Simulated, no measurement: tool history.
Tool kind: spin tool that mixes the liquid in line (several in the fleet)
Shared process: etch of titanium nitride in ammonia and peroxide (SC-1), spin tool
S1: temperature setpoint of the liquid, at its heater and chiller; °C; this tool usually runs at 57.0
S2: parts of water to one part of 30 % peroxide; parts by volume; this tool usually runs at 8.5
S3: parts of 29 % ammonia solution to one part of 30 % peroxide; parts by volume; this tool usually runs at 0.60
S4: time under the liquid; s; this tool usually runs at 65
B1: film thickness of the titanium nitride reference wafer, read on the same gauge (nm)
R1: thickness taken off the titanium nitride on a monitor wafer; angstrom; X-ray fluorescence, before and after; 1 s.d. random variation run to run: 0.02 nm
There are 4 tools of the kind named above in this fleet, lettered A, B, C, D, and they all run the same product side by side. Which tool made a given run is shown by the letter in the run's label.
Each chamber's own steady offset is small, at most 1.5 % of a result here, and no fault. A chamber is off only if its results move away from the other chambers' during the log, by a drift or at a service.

run   hour    S1   S2    S3  S4      B1      R1
 1D    6.5  57.0  8.5  0.60  65  79.999  61.338
 2C   11.0  57.0  8.5  0.60  65  80.026  59.843
 3B   18.2  57.0  8.5  0.60  65  80.010  60.292
 4A   23.4  57.0  8.5  0.60  65  80.009  60.907
 5C   29.0  57.0  8.5  0.60  65  80.008  59.938
 6A   33.5  57.0  8.5  0.60  65  79.988  61.187
 7B   37.5  52.5  8.5  0.75  65  79.994  45.725
 8D   40.7  52.5  8.5  0.75  65  80.015  46.597
 9B   45.5  52.5  8.5  0.75  65  79.990  45.754
      50.2  -- chamber D: ammonia flow meter replaced
10C   52.6  52.5  8.5  0.75  65  79.990  45.368
11A   55.8  57.0  8.5  0.60  65  80.002  60.948
12D   62.6  57.0  8.5  0.60  65  79.987  61.074
13D   66.0  57.0  8.5  0.60  65  79.986  61.187
14A   69.5  57.0  8.5  0.60  65  79.991  61.282
15C   75.1  57.0  8.5  0.60  65  80.010  59.518
16B   79.2  57.0  8.5  0.60  65  79.990  60.443
17C   82.7  57.0  8.5  0.60  65  79.996  59.880
18A   88.1  57.0  8.5  0.60  65  80.012  61.164
19D   92.0  57.0  8.5  0.60  65  80.010  60.684
      93.8  -- chamber C: new drum of ammonia solution connected
20B   98.7  57.0  8.5  0.60  65  79.993  60.385
21A  104.6  57.0  8.5  0.60  65  79.987  61.295
22D  108.6  57.0  8.5  0.60  65  79.991  61.200
23B  114.0  57.0  8.5  0.60  65  80.005  60.449
24C  121.0  57.0  8.5  0.60  65  80.008  59.578
25D  124.6  57.0  8.5  0.60  65  80.009  61.164
26C  129.4  57.0  8.5  0.60  65  80.013  59.563
27A  135.4  57.0  8.5  0.60  65  80.025  61.018
     136.9  -- chamber B: heated supply line repaired
28B  138.6  57.0  8.5  0.60  65  80.000  60.296
29C  144.0  57.0  8.5  0.60  65  80.012  59.853
30B  147.5  57.0  8.5  0.60  65  80.017  60.165
31A  151.3  57.0  8.5  0.60  65  80.000  60.730
32D  155.2  57.0  8.5  0.60  65  79.997  60.837
33B  159.3  57.0  8.5  0.60  65  79.991  60.483
34C  162.5  57.0  8.5  0.50  80  79.994  71.419
35D  168.5  57.0  8.5  0.50  80  79.986  73.009
36A  175.2  57.0  8.5  0.50  80  80.000  72.862
37A  179.0  57.0  8.5  0.50  80  79.994  72.406
38C  184.4  57.0  8.5  0.60  65  79.981  59.971
39B  189.4  57.0  8.5  0.60  65  80.001  60.658
40D  193.8  57.0  8.5  0.60  65  79.987  60.982

The same settings go to every chamber for the next run, one line per chamber below. Forecast the results for each:
41A  198.9  57.0  8.5  0.75  65       ?
41B  198.9  57.0  8.5  0.75  65       ?
41C  198.9  57.0  8.5  0.75  65       ?
41D  198.9  57.0  8.5  0.75  65       ?

run      R1
41A  63.131
41B  62.489
41C  61.836
41D  63.139

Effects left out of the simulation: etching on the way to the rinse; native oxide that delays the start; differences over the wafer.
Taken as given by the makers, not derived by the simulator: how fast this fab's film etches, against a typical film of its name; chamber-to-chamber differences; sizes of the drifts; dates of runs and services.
